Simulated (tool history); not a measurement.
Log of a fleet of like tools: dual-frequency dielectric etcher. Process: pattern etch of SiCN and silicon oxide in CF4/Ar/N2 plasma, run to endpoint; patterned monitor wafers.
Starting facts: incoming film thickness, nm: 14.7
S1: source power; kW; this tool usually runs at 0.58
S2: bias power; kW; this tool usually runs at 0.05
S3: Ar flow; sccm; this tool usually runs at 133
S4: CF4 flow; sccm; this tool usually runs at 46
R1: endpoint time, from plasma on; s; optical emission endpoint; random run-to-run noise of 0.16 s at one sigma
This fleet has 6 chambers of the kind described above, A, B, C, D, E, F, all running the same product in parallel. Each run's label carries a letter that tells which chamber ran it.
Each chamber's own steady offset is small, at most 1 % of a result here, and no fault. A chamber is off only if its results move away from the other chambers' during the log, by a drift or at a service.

Run 1A, hour 3.8: usual settings. Result: R1 17.313 s.
Run 2E, hour 10.6: usual settings. Result: R1 17.401 s.
Run 3C, hour 17.7: usual settings. Result: R1 17.508 s.
Run 4F, hour 22.1: usual settings. Result: R1 17.578 s.
Run 5B, hour 28.9: usual settings. Result: R1 17.518 s.
Run 6D, hour 32.6: usual settings. Result: R1 17.526 s.
Run 7C, hour 36.4: usual settings. Result: R1 17.808 s.
Run 8D, hour 42.2: usual settings. Result: R1 17.321 s.
Run 9A, hour 45.8: usual settings. Result: R1 17.289 s.
Run 10B, hour 51.4: usual settings. Result: R1 17.585 s.
At hour 53.7: chamber F: wet clean of the chamber.
Run 11E, hour 57.8: usual settings. Result: R1 17.359 s.
Run 12F, hour 61.8: usual settings. Result: R1 17.558 s.
Run 13D, hour 68.3: usual settings. Result: R1 17.557 s.
Run 14B, hour 75: usual settings. Result: R1 17.486 s.
Run 15A, hour 78.8: usual settings. Result: R1 17.723 s.
Run 16C, hour 84.1: usual settings but S1 0.7 kW. Result: R1 14.689 s.
Run 17E, hour 90.4: usual settings but S1 0.7 kW. Result: R1 14.715 s.
Run 18F, hour 95.8: usual settings but S1 0.7 kW. Result: R1 14.952 s.
Run 19F, hour 101.4: usual settings but S1 0.7 kW. Result: R1 14.686 s.
Run 20C, hour 107.2: usual settings but S1 0.7 kW. Result: R1 14.729 s.
Run 21D, hour 113.5: usual settings but S1 0.7 kW. Result: R1 14.642 s.
At hour 116.8: chamber A: CF4 flow controller replaced.
Run 22A, hour 117.5: usual settings. Result: R1 17.695 s.
Run 23E, hour 123.8: usual settings. Result: R1 17.429 s.
Run 24B, hour 129.3: usual settings. Result: R1 17.407 s.
Run 25D, hour 134.3: usual settings. Result: R1 17.636 s.
Run 26F, hour 138.1: usual settings. Result: R1 17.603 s.
Run 27C, hour 142.9: usual settings. Result: R1 17.45 s.
Run 28E, hour 147.5: usual settings. Result: R1 17.566 s.
Run 29A, hour 151.2: usual settings but S2 0.042 kW, S3 109 sccm. Result: R1 17.544 s.
Run 30B, hour 154.8: usual settings but S2 0.042 kW, S3 109 sccm. Result: R1 17.695 s.
Run 31E, hour 159.3: usual settings but S2 0.042 kW, S3 109 sccm. Result: R1 17.836 s.
At hour 161.7: chamber A: wet clean of the chamber.
Run 32B, hour 163.1: usual settings but S2 0.042 kW, S3 109 sccm. Result: R1 17.927 s.
Run 33F, hour 166.3: usual settings but S2 0.042 kW, S3 109 sccm. Result: R1 17.508 s.
Run 34D, hour 173: usual settings but S2 0.042 kW, S3 109 sccm. Result: R1 17.757 s.
At hour 173.8: chamber B: Ar flow controller replaced.
Run 35A, hour 176.6: usual settings. Result: R1 17.581 s.
Run 36C, hour 182.7: usual settings. Result: R1 17.539 s.
Run 37F, hour 186.3: usual settings. Result: R1 17.805 s.
Run 38E, hour 191.1: usual settings. Result: R1 17.419 s.
Run 39D, hour 195.2: usual settings. Result: R1 17.416 s.
Run 40C, hour 202.5: usual settings. Result: R1 17.6 s.
Run 41A, hour 206.8: usual settings. Result: R1 17.456 s.
Run 42B, hour 213.9: usual settings. Result: R1 17.606 s.
Run 43F, hour 220.1: usual settings. Result: R1 17.347 s.

Is one chamber off against the others, does the gauge drift, or is nothing wrong? If a chamber is off, say which, and what the likeliest cause is.

The fleet is healthy, with each chamber sitting at its usual small offset and no drift in the gauge.
